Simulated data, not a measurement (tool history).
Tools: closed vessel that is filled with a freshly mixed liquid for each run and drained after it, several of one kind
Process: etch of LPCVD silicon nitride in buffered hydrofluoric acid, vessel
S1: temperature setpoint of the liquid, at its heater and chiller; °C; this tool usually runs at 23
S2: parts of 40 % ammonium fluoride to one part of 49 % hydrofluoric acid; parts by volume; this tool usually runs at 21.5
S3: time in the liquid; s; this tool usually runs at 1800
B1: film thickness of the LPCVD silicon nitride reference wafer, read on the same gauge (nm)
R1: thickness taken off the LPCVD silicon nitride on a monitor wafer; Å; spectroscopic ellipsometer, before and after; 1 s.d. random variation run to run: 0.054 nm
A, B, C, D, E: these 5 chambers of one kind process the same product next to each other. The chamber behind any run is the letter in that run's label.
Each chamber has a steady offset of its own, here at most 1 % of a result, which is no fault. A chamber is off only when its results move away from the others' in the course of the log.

{"run": "1E", "day": 0.496, "S1": 23, "S2": 21.5, "S3": 1800, "B1": 89.975, "R1": 120}
{"run": "2D", "day": 1.042, "S1": 23, "S2": 21.5, "S3": 1800, "B1": 89.936, "R1": 118.73}
{"run": "3C", "day": 1.375, "S1": 23, "S2": 21.5, "S3": 1800, "B1": 90.023, "R1": 120.05}
{"run": "4B", "day": 1.9, "S1": 23, "S2": 21.5, "S3": 1800, "B1": 89.998, "R1": 120.47}
{"run": "5A", "day": 2.325, "S1": 23, "S2": 21.5, "S3": 1800, "B1": 90.007, "R1": 120.27}
{"run": "6C", "day": 2.783, "S1": 23, "S2": 21.5, "S3": 1800, "B1": 90.017, "R1": 120.6}
{"run": "7B", "day": 3.058, "S1": 23, "S2": 21.5, "S3": 1800, "B1": 90.036, "R1": 120.02}
{"run": "8E", "day": 3.567, "S1": 23, "S2": 21.5, "S3": 1800, "B1": 90.061, "R1": 118.47}
{"day": 3.738, "done": "chamber C: hydrofluoric acid flow meter replaced"}
{"run": "9A", "day": 3.838, "S1": 23, "S2": 21.5, "S3": 1800, "B1": 90.006, "R1": 119.8}
{"run": "10D", "day": 4.3, "S1": 19, "S2": 21.5, "S3": 1800, "B1": 89.957, "R1": 94.85}
{"run": "11E", "day": 4.617, "S1": 19, "S2": 21.5, "S3": 1800, "B1": 90.042, "R1": 95.028}
{"run": "12D", "day": 5.071, "S1": 19, "S2": 21.5, "S3": 1800, "B1": 89.997, "R1": 95.177}
{"run": "13B", "day": 5.342, "S1": 19, "S2": 21.5, "S3": 1800, "B1": 90.001, "R1": 96.207}
{"run": "14A", "day": 5.696, "S1": 19, "S2": 21.5, "S3": 1800, "B1": 89.988, "R1": 95.289}
{"run": "15C", "day": 6.154, "S1": 23, "S2": 21.5, "S3": 1800, "B1": 89.96, "R1": 120.17}
{"run": "16B", "day": 6.629, "S1": 23, "S2": 21.5, "S3": 1800, "B1": 89.985, "R1": 118.8}
{"run": "17A", "day": 6.908, "S1": 23, "S2": 21.5, "S3": 1800, "B1": 89.98, "R1": 120.18}
{"run": "18D", "day": 7.212, "S1": 23, "S2": 21.5, "S3": 1800, "B1": 90.016, "R1": 118.56}
{"day": 7.529, "done": "chamber E: hydrofluoric acid flow meter replaced"}
{"run": "19C", "day": 7.654, "S1": 23, "S2": 21.5, "S3": 1800, "B1": 90.003, "R1": 120.79}
{"run": "20E", "day": 7.942, "S1": 26, "S2": 21.5, "S3": 1800, "B1": 89.982, "R1": 139.9}
{"run": "21A", "day": 8.254, "S1": 26, "S2": 21.5, "S3": 1800, "B1": 90.012, "R1": 141.42}
{"run": "22C", "day": 8.558, "S1": 26, "S2": 21.5, "S3": 1800, "B1": 89.993, "R1": 142.57}
{"run": "23D", "day": 9.046, "S1": 26, "S2": 21.5, "S3": 1800, "B1": 89.984, "R1": 139.38}
{"run": "24B", "day": 9.425, "S1": 26, "S2": 21.5, "S3": 1800, "B1": 89.95, "R1": 141.51}
{"run": "25E", "day": 9.979, "S1": 23, "S2": 21.5, "S3": 1800, "B1": 89.979, "R1": 118.56}
{"run": "26A", "day": 10.396, "S1": 23, "S2": 21.5, "S3": 1800, "B1": 90.005, "R1": 119.68}
{"run": "27E", "day": 10.692, "S1": 23, "S2": 21.5, "S3": 1800, "B1": 89.961, "R1": 119.44}
{"run": "28D", "day": 11.062, "S1": 23, "S2": 21.5, "S3": 1800, "B1": 90.013, "R1": 118.55}
{"run": "29B", "day": 11.362, "S1": 23, "S2": 21.5, "S3": 1800, "B1": 89.949, "R1": 119.83}
{"run": "30C", "day": 11.888, "S1": 26.5, "S2": 21.5, "S3": 1800, "B1": 89.988, "R1": 145.46}
{"run": "31E", "day": 12.167, "S1": 26.5, "S2": 21.5, "S3": 1800, "B1": 89.974, "R1": 144.23}
{"day": 12.212, "done": "chamber D: thermometer replaced"}
{"run": "32D", "day": 12.504, "S1": 26.5, "S2": 21.5, "S3": 1800, "B1": 90.019, "R1": 143.43}
{"run": "33B", "day": 12.862, "S1": 26.5, "S2": 21.5, "S3": 1800, "B1": 90.009, "R1": 144.77}
{"run": "34A", "day": 13.346, "S1": 26.5, "S2": 21.5, "S3": 1800, "B1": 89.953, "R1": 145.37}
{"run": "35C", "day": 13.838, "S1": 21.5, "S2": 21.5, "S3": 2715, "B1": 89.98, "R1": 165.94}
{"run": "36D", "day": 14.279, "S1": 21.5, "S2": 21.5, "S3": 2715, "B1": 89.984, "R1": 164.39}
{"run": "37A", "day": 14.554, "S1": 21.5, "S2": 21.5, "S3": 2715, "B1": 89.983, "R1": 166.09}
{"run": "38C", "day": 14.979, "S1": 21.5, "S2": 21.5, "S3": 2715, "B1": 90.018, "R1": 168.04}
{"run": "39E", "day": 15.442, "S1": 21.5, "S2": 21.5, "S3": 2715, "B1": 90.01, "R1": 165.99}
{"run": "40B", "day": 15.9, "S1": 23, "S2": 21.5, "S3": 1800, "B1": 90.001, "R1": 119.64}
{"run": "41B", "day": 16.458, "S1": 23, "S2": 21.5, "S3": 1800, "B1": 90.023, "R1": 119.35}

Is one chamber out of step, is the gauge drifting, or do the chambers differ by no more than their own small offsets? For an off chamber, give its letter and the likeliest cause.

The fleet is healthy, with each chamber sitting at its usual small offset and no drift in the gauge.
